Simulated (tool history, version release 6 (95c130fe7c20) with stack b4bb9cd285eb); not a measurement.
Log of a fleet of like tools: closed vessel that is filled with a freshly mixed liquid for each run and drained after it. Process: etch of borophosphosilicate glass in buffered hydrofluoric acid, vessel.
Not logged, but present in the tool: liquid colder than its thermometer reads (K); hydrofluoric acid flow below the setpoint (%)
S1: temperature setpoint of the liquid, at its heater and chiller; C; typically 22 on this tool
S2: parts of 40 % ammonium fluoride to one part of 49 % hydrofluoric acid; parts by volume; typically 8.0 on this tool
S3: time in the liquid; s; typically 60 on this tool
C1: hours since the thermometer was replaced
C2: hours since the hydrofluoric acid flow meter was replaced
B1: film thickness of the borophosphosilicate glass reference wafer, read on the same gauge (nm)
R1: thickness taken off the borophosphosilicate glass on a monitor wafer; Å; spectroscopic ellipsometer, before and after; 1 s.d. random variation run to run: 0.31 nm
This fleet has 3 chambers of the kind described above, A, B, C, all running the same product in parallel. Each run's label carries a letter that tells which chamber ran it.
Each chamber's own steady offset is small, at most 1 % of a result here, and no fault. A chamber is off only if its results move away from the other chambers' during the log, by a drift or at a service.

Run 1C, hour 4.4: usual settings; C1 766.2; C2 260.8; B1 140.00. Result: R1 839.20 Å.
Run 2B, hour 10.1: usual settings; C1 187.0; C2 519.8; B1 140.02. Result: R1 854.27 Å.
Run 3A, hour 15.6: usual settings; C1 707.6; C2 1050.5; B1 140.02. Result: R1 857.34 Å.
Run 4B, hour 21.2: usual settings; C1 198.1; C2 530.9; B1 140.01. Result: R1 850.78 Å.
Run 5A, hour 26.6: usual settings; C1 718.6; C2 1061.5; B1 140.00. Result: R1 855.50 Å.
Run 6C, hour 29.6: usual settings; C1 791.4; C2 286.0; B1 140.01. Result: R1 837.40 Å.
Run 7C, hour 32.7: usual settings; C1 794.5; C2 289.1; B1 140.02. Result: R1 838.97 Å.
Run 8B, hour 37.9: usual settings; C1 214.8; C2 547.6; B1 139.99. Result: R1 850.34 Å.
Run 9A, hour 40.8: usual settings; C1 732.8; C2 1075.7; B1 139.99. Result: R1 847.74 Å.
Run 10C, hour 44.5: usual settings; C1 806.3; C2 300.9; B1 139.98. Result: R1 842.62 Å.
Run 11A, hour 47.4: usual settings; C1 739.4; C2 1082.3; B1 139.98. Result: R1 846.18 Å.
Run 12B, hour 51.9: usual settings but S1 25 C; C1 228.8; C2 561.6; B1 140.03. Result: R1 1010.10 Å.
Run 13A, hour 54.7: usual settings but S1 25 C; C1 746.7; C2 1089.6; B1 140.02. Result: R1 996.25 Å.
Run 14B, hour 58.9: usual settings but S1 25 C; C1 235.8; C2 568.6; B1 139.99. Result: R1 1008.70 Å.
Run 15C, hour 64.1: usual settings but S2 10.0 parts by volume; C1 825.9; C2 320.5; B1 140.03. Result: R1 694.21 Å.
Run 16C, hour 68.6: usual settings but S2 10.0 parts by volume; C1 830.4; C2 325.0; B1 140.04. Result: R1 700.39 Å.
Run 17B, hour 73.7: usual settings but S2 10.0 parts by volume; C1 250.6; C2 583.4; B1 139.99. Result: R1 699.59 Å.
Run 18A, hour 77.7: usual settings; C1 769.7; C2 1112.6; B1 140.01. Result: R1 843.07 Å.
Run 19A, hour 81.1: usual settings; C1 773.1; C2 1116.0; B1 139.98. Result: R1 844.68 Å.
Run 20C, hour 84.9: usual settings; C1 846.7; C2 341.3; B1 140.00. Result: R1 838.84 Å.
Run 21B, hour 90.7: usual settings; C1 267.6; C2 600.4; B1 139.99. Result: R1 849.25 Å.
Run 22B, hour 94.1: usual settings; C1 271.0; C2 603.8; B1 140.00. Result: R1 856.88 Å.
Run 23C, hour 97.0: usual settings; C1 858.8; C2 353.4; B1 139.98. Result: R1 842.91 Å.
Run 24A, hour 101.8: usual settings; C1 793.8; C2 1136.7; B1 140.03. Result: R1 842.33 Å.
Run 25B, hour 105.6: usual settings; C1 282.5; C2 615.3; B1 140.01. Result: R1 856.56 Å.
Run 26A, hour 109.4: usual settings; C1 801.4; C2 1144.3; B1 140.01. Result: R1 830.71 Å.
Run 27C, hour 112.9: usual settings; C1 874.7; C2 369.3; B1 139.98. Result: R1 836.09 Å.
Run 28B, hour 116.4: usual settings; C1 293.3; C2 626.1; B1 140.00. Result: R1 849.64 Å.
Run 29A, hour 120.7: usual settings; C1 812.7; C2 1155.6; B1 139.97. Result: R1 834.64 Å.
Run 30C, hour 124.3: usual settings; C1 886.1; C2 380.7; B1 139.99. Result: R1 835.95 Å.
Run 31C, hour 129.0: usual settings; C1 890.8; C2 385.4; B1 139.96. Result: R1 841.73 Å.
Run 32A, hour 133.7: usual settings; C1 825.7; C2 1168.6; B1 139.98. Result: R1 836.81 Å.
Run 33B, hour 138.0: usual settings; C1 314.9; C2 647.7; B1 139.99. Result: R1 845.11 Å.
Run 34B, hour 142.2: usual settings; C1 319.1; C2 651.9; B1 139.97. Result: R1 852.59 Å.
Run 35C, hour 147.9: usual settings but S1 24 C, S3 35 s; C1 909.7; C2 404.3; B1 140.01. Result: R1 548.68 Å.
Run 36A, hour 153.4: usual settings but S1 24 C, S3 35 s; C1 845.4; C2 1188.3; B1 139.99. Result: R1 537.15 Å.
Run 37B, hour 157.9: usual settings but S1 24 C, S3 35 s; C1 334.8; C2 667.6; B1 140.02. Result: R1 553.59 Å.
Run 38C, hour 163.1: usual settings; C1 924.9; C2 419.5; B1 139.98. Result: R1 844.54 Å.
Run 39A, hour 166.7: usual settings; C1 858.7; C2 1201.6; B1 140.01. Result: R1 826.83 Å.
Run 40B, hour 172.2: usual settings; C1 349.1; C2 681.9; B1 140.02. Result: R1 851.85 Å.

Is one chamber off against the others, does the gauge drift, or is nothing wrong? If a chamber is off, say which, and what the likeliest cause is.

It is chamber A that slowly wanders off from its peers.
Cause: liquid colder than its thermometer reads (K) = 0.563.
With only this log, it may be confused with: hydrofluoric acid flow below the setpoint (%).

Which of the 4 candidates below, each the usual settings with something changed and its results left as question marks, puts chamber A back in line with what the other chambers give on the usual settings?
To be in line, a result may differ from the other chambers' mean on the usual settings by at most: R1 11.00 Å
Run 41A-1, hour 176.5: usual settings but S1 21.5 C. Result: R1 ?.
Run 41A-2, hour 176.5: usual settings but S1 22.5 C. Result: R1 ?.
Run 41A-3, hour 176.5: usual settings but S1 23.0 C. Result: R1 ?.
Run 41A-4, hour 176.5: usual settings but S1 21.0 C. Result: R1 ?.

On the usual settings, the other chambers give on average: R1 846.26 Å
  run      R1
41A-1  803.67
41A-2  848.35
41A-3  871.28
41A-4  782.33
Change 41A-2 lands the chamber within the allowed miss of the other chambers.
